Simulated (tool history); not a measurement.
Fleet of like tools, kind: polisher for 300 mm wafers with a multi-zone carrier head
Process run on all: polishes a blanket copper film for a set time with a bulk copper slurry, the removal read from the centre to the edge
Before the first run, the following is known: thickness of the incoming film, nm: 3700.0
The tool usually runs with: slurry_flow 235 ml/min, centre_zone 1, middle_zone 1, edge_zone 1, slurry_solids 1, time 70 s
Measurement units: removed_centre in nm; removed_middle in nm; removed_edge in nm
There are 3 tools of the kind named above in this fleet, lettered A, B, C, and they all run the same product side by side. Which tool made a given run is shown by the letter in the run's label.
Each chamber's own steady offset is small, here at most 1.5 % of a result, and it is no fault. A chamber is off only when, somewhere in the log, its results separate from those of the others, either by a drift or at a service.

run    day  slurry_flow  centre_zone  middle_zone  edge_zone  slurry_solids  time  wafers polished on this pad  hours since the slurry nozzle was cleaned  hours since the centre zone pressure was calibrated  hours since the edge zone pressure was calibrated  removed_centre  removed_middle  removed_edge
 1B  0.367          235            1            1          1              1    70                          529                                       40.8                                                156.7                                              154.4          898.74          882.58        901.95
 2A  0.725          235            1            1          1              1    70                          241                                      665.9                                                 81.7                                              787.8          897.33          896.64         900.1
 3C  1.046          235            1            1          1              1    70                          360                                      163.8                                                214.1                                              236.1          889.47          891.91        890.91
 4A  1.388          235            1            1          1              1    70                          426                                      681.8                                                 97.6                                              803.7          890.66          895.42        910.15
 5B  1.612          235            1            1          1              1    70                          876                                       70.7                                                186.6                                              184.3          908.86          874.43        881.17
 6C  1.921          235            1            1          1              1    70                          603                                      184.8                                                235.1                                              257.1          890.57          894.97        895.59
     2.012  -- chamber B: worn pad replaced by a new one
     2.096  -- chamber A: slurry nozzle cleaned
 7A  2.254          235            1            1          1              1    70                          667                                        3.9                                                118.4                                              824.5          897.69           893.5        900.02
 8C    2.5          235            1            1          1              1    70                          764                                      198.7                                                  249                                                271          895.75          896.62        883.98
     2.838  -- chamber A: worn pad replaced by a new one
 9B  2.912          235            1            1          1              1    70                          250                                      101.9                                                217.8                                              215.5          903.54          892.29        888.66
10B  3.212          235            1            1          1              1    70                          334                                      109.1                                                  225                                              222.7           899.9          896.22        894.15
11C  3.504          235            1            1          1              1    70                         1043                                      222.8                                                273.1                                              295.1          891.27          898.36        878.53
     3.629  -- chamber C: worn pad replaced by a new one
12A  3.888          235         0.92            1          1              1    70                          292                                       43.1                                                157.6                                              863.7          813.21          896.24         903.2
13C  4.212          235         0.92            1          1              1    70                          163                                      239.8                                                290.1                                              312.1          808.84          890.84        894.99
14A  4.538          235         0.92            1          1              1    70                          473                                       58.7                                                173.2                                              879.3          810.25          893.04        909.14
15B  4.888          235            1            1          1              1    70                          799                                      149.3                                                265.2                                              262.9          893.69          885.81        885.41
16B  5.162          235            1            1          1              1    70                          876                                      155.9                                                271.8                                              269.5          891.29          884.64        884.45
17A  5.379          235            1            1          1              1    70                          707                                       78.9                                                193.4                                              899.5          897.45           898.4        891.23
     5.512  -- chamber A: worn pad replaced by a new one
18C  5.633          235            1            1          1              1    70                          558                                      273.9                                                324.2                                              346.2          896.69          899.12        898.42
19A  5.825          235            1            1          1              1    70                           87                                       89.6                                                204.1                                              910.2          893.13          902.68         885.5
     6.075  -- chamber B: worn pad replaced by a new one
20C  6.146          235            1            1          1              1    70                          700                                      286.2                                                336.5                                              358.5          898.73          894.02         894.7
     6.212  -- chamber B: slurry nozzle cleaned
21B  6.571          235            1            1          1              1    70                          137                                        8.7                                                305.6                                              303.3          892.47          893.64        897.78
22C  6.912          235            1            1          1              1    70                          914                                      304.6                                                354.9                                              376.9          898.74          898.11        880.38
23A  7.217          235            1            1          1              1    70                          474                                        123                                                237.5                                              943.6          873.92          906.91        891.06
24B  7.425          235            1            1          1              1    56                          375                                       29.2                                                326.1                                              323.8          725.27          706.69        711.32

All 3 chambers run these settings next. Forecast each chamber's results:
25A  7.729          235            1            1       0.95              1    70                                                                                                                                                                                               ?               ?             ?
25B  7.729          235            1            1       0.95              1    70                                                                                                                                                                                               ?               ?             ?
25C  7.729          235            1            1       0.95              1    70                                                                                                                                                                                               ?               ?             ?

run  removed_centre  removed_middle  removed_edge
25A          892.98          894.18        889.69
25B          904.26          889.55        877.74
25C           899.8          897.07        866.08
